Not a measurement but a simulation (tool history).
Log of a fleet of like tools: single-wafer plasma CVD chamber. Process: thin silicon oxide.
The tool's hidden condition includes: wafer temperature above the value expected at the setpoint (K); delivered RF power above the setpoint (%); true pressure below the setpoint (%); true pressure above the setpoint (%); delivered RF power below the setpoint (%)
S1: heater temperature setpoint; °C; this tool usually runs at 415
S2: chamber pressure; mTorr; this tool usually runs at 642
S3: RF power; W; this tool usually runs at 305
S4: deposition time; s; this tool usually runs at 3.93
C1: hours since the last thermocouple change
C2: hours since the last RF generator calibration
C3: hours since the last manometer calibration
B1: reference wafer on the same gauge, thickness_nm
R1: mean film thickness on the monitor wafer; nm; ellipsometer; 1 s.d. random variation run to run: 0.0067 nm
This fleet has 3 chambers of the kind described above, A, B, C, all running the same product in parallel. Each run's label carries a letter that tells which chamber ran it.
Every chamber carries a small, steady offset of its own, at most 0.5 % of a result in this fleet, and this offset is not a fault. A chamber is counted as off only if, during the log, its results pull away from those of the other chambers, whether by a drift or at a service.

{"run": "1A", "hour": 8.7, "S1": 415, "S2": 642, "S3": 305, "S4": 3.93, "C1": 935.2, "C2": 1150.2, "C3": 1846, "B1": 6.8189, "R1": 5.7774}
{"run": "2C", "hour": 16.7, "S1": 415, "S2": 642, "S3": 305, "S4": 3.93, "C1": 1664.1, "C2": 182.4, "C3": 679, "B1": 6.8209, "R1": 5.7678}
{"run": "3B", "hour": 24.5, "S1": 415, "S2": 642, "S3": 305, "S4": 3.93, "C1": 455.2, "C2": 1127.9, "C3": 526.9, "B1": 6.8178, "R1": 5.7581}
{"run": "4B", "hour": 35.6, "S1": 415, "S2": 642, "S3": 305, "S4": 3.93, "C1": 466.3, "C2": 1139, "C3": 538, "B1": 6.8159, "R1": 5.766}
{"run": "5C", "hour": 48.1, "S1": 407, "S2": 642, "S3": 330, "S4": 3.93, "C1": 1695.5, "C2": 213.8, "C3": 710.4, "B1": 6.8171, "R1": 5.9841}
{"run": "6A", "hour": 54.6, "S1": 407, "S2": 642, "S3": 330, "S4": 3.93, "C1": 981.1, "C2": 1196.1, "C3": 1891.9, "B1": 6.8173, "R1": 5.9822}
{"run": "7C", "hour": 67.8, "S1": 407, "S2": 642, "S3": 330, "S4": 3.93, "C1": 1715.2, "C2": 233.5, "C3": 730.1, "B1": 6.8145, "R1": 5.9988}
{"run": "8B", "hour": 78.8, "S1": 415, "S2": 642, "S3": 305, "S4": 3.93, "C1": 509.5, "C2": 1182.2, "C3": 581.2, "B1": 6.8154, "R1": 5.7659}
{"hour": 88.1, "done": "chamber A: thermocouple changed; heater temperature recalibrated"}
{"run": "9A", "hour": 91.5, "S1": 415, "S2": 642, "S3": 305, "S4": 3.93, "C1": 3.5, "C2": 1233, "C3": 1928.8, "B1": 6.8137, "R1": 5.7555}
{"run": "10C", "hour": 100.5, "S1": 415, "S2": 642, "S3": 305, "S4": 3.93, "C1": 1747.9, "C2": 266.2, "C3": 762.8, "B1": 6.8112, "R1": 5.7648}
{"run": "11A", "hour": 112.3, "S1": 415, "S2": 642, "S3": 305, "S4": 3.93, "C1": 24.3, "C2": 1253.8, "C3": 1949.6, "B1": 6.8109, "R1": 5.7641}
{"run": "12B", "hour": 121.8, "S1": 415, "S2": 642, "S3": 305, "S4": 3.93, "C1": 552.5, "C2": 1225.2, "C3": 624.2, "B1": 6.8083, "R1": 5.7657}
{"run": "13C", "hour": 129.4, "S1": 415, "S2": 642, "S3": 305, "S4": 3.93, "C1": 1776.8, "C2": 295.1, "C3": 791.7, "B1": 6.8098, "R1": 5.7614}
{"run": "14B", "hour": 138.6, "S1": 415, "S2": 642, "S3": 305, "S4": 3.93, "C1": 569.3, "C2": 1242, "C3": 641, "B1": 6.8096, "R1": 5.7575}
{"run": "15A", "hour": 150.0, "S1": 415, "S2": 642, "S3": 305, "S4": 3.93, "C1": 62, "C2": 1291.5, "C3": 1987.3, "B1": 6.8081, "R1": 5.7608}
{"run": "16B", "hour": 160.2, "S1": 415, "S2": 642, "S3": 305, "S4": 3.93, "C1": 590.9, "C2": 1263.6, "C3": 662.6, "B1": 6.8068, "R1": 5.7532}
{"run": "17A", "hour": 171.1, "S1": 415, "S2": 642, "S3": 305, "S4": 3.93, "C1": 83.1, "C2": 1312.6, "C3": 2008.4, "B1": 6.8069, "R1": 5.7582}
{"run": "18C", "hour": 178.6, "S1": 415, "S2": 642, "S3": 305, "S4": 3.93, "C1": 1826, "C2": 344.3, "C3": 840.9, "B1": 6.8059, "R1": 5.7515}
{"run": "19C", "hour": 191.3, "S1": 415, "S2": 642, "S3": 305, "S4": 3.93, "C1": 1838.7, "C2": 357, "C3": 853.6, "B1": 6.8046, "R1": 5.752}
{"run": "20B", "hour": 199.0, "S1": 415, "S2": 642, "S3": 305, "S4": 3.93, "C1": 629.7, "C2": 1302.4, "C3": 701.4, "B1": 6.8027, "R1": 5.7544}
{"run": "21A", "hour": 206.5, "S1": 415, "S2": 642, "S3": 305, "S4": 3.93, "C1": 118.5, "C2": 1348, "C3": 2043.8, "B1": 6.804, "R1": 5.7555}
{"run": "22B", "hour": 214.8, "S1": 415, "S2": 642, "S3": 305, "S4": 3.93, "C1": 645.5, "C2": 1318.2, "C3": 717.2, "B1": 6.8033, "R1": 5.7485}
{"run": "23A", "hour": 223.8, "S1": 415, "S2": 642, "S3": 305, "S4": 3.93, "C1": 135.8, "C2": 1365.3, "C3": 2061.1, "B1": 6.8018, "R1": 5.756}
{"run": "24C", "hour": 238.4, "S1": 403, "S2": 739, "S3": 305, "S4": 3.93, "C1": 1885.8, "C2": 404.1, "C3": 900.7, "B1": 6.8009, "R1": 6.7354}
{"run": "25C", "hour": 249.0, "S1": 403, "S2": 739, "S3": 305, "S4": 3.93, "C1": 1896.4, "C2": 414.7, "C3": 911.3, "B1": 6.7966, "R1": 6.7326}
{"run": "26A", "hour": 258.4, "S1": 403, "S2": 739, "S3": 305, "S4": 3.93, "C1": 170.4, "C2": 1399.9, "C3": 2095.7, "B1": 6.7982, "R1": 6.71}
{"run": "27B", "hour": 271.1, "S1": 415, "S2": 642, "S3": 305, "S4": 3.93, "C1": 701.8, "C2": 1374.5, "C3": 773.5, "B1": 6.7962, "R1": 5.757}
{"run": "28B", "hour": 278.4, "S1": 415, "S2": 642, "S3": 305, "S4": 3.93, "C1": 709.1, "C2": 1381.8, "C3": 780.8, "B1": 6.7964, "R1": 5.7389}
{"run": "29A", "hour": 293.0, "S1": 415, "S2": 642, "S3": 305, "S4": 3.93, "C1": 205, "C2": 1434.5, "C3": 2130.3, "B1": 6.7955, "R1": 5.7511}
{"run": "30C", "hour": 301.9, "S1": 415, "S2": 530, "S3": 305, "S4": 4.19, "C1": 1949.3, "C2": 467.6, "C3": 964.2, "B1": 6.7958, "R1": 4.9504}
{"run": "31A", "hour": 311.4, "S1": 415, "S2": 530, "S3": 305, "S4": 4.19, "C1": 223.4, "C2": 1452.9, "C3": 2148.7, "B1": 6.7954, "R1": 4.9748}
{"run": "32C", "hour": 323.1, "S1": 415, "S2": 530, "S3": 305, "S4": 4.19, "C1": 1970.5, "C2": 488.8, "C3": 985.4, "B1": 6.7915, "R1": 4.9564}
{"run": "33B", "hour": 337.1, "S1": 415, "S2": 642, "S3": 305, "S4": 3.93, "C1": 767.8, "C2": 1440.5, "C3": 839.5, "B1": 6.7919, "R1": 5.7435}
{"run": "34A", "hour": 346.6, "S1": 415, "S2": 642, "S3": 305, "S4": 3.93, "C1": 258.6, "C2": 1488.1, "C3": 2183.9, "B1": 6.793, "R1": 5.749}
{"run": "35B", "hour": 359.6, "S1": 415, "S2": 642, "S3": 305, "S4": 3.93, "C1": 790.3, "C2": 1463, "C3": 862, "B1": 6.7891, "R1": 5.7468}
{"run": "36C", "hour": 367.7, "S1": 415, "S2": 642, "S3": 305, "S4": 3.93, "C1": 2015.1, "C2": 533.4, "C3": 1030, "B1": 6.7898, "R1": 5.748}
{"run": "37C", "hour": 376.8, "S1": 415, "S2": 642, "S3": 305, "S4": 3.93, "C1": 2024.2, "C2": 542.5, "C3": 1039.1, "B1": 6.7889, "R1": 5.7521}
{"run": "38B", "hour": 385.6, "S1": 415, "S2": 642, "S3": 305, "S4": 3.93, "C1": 816.3, "C2": 1489, "C3": 888, "B1": 6.7889, "R1": 5.7355}

What goes on in this fleet: one chamber off, a drifting gauge, or nothing beyond the chambers' own small offsets? Name the chamber and the cause, if any.

No chamber is off; the gauge reading every chamber's wafers drifts, which makes the whole fleet appear to move together.
Most likely cause: gauge reads low (%) = 0.477.
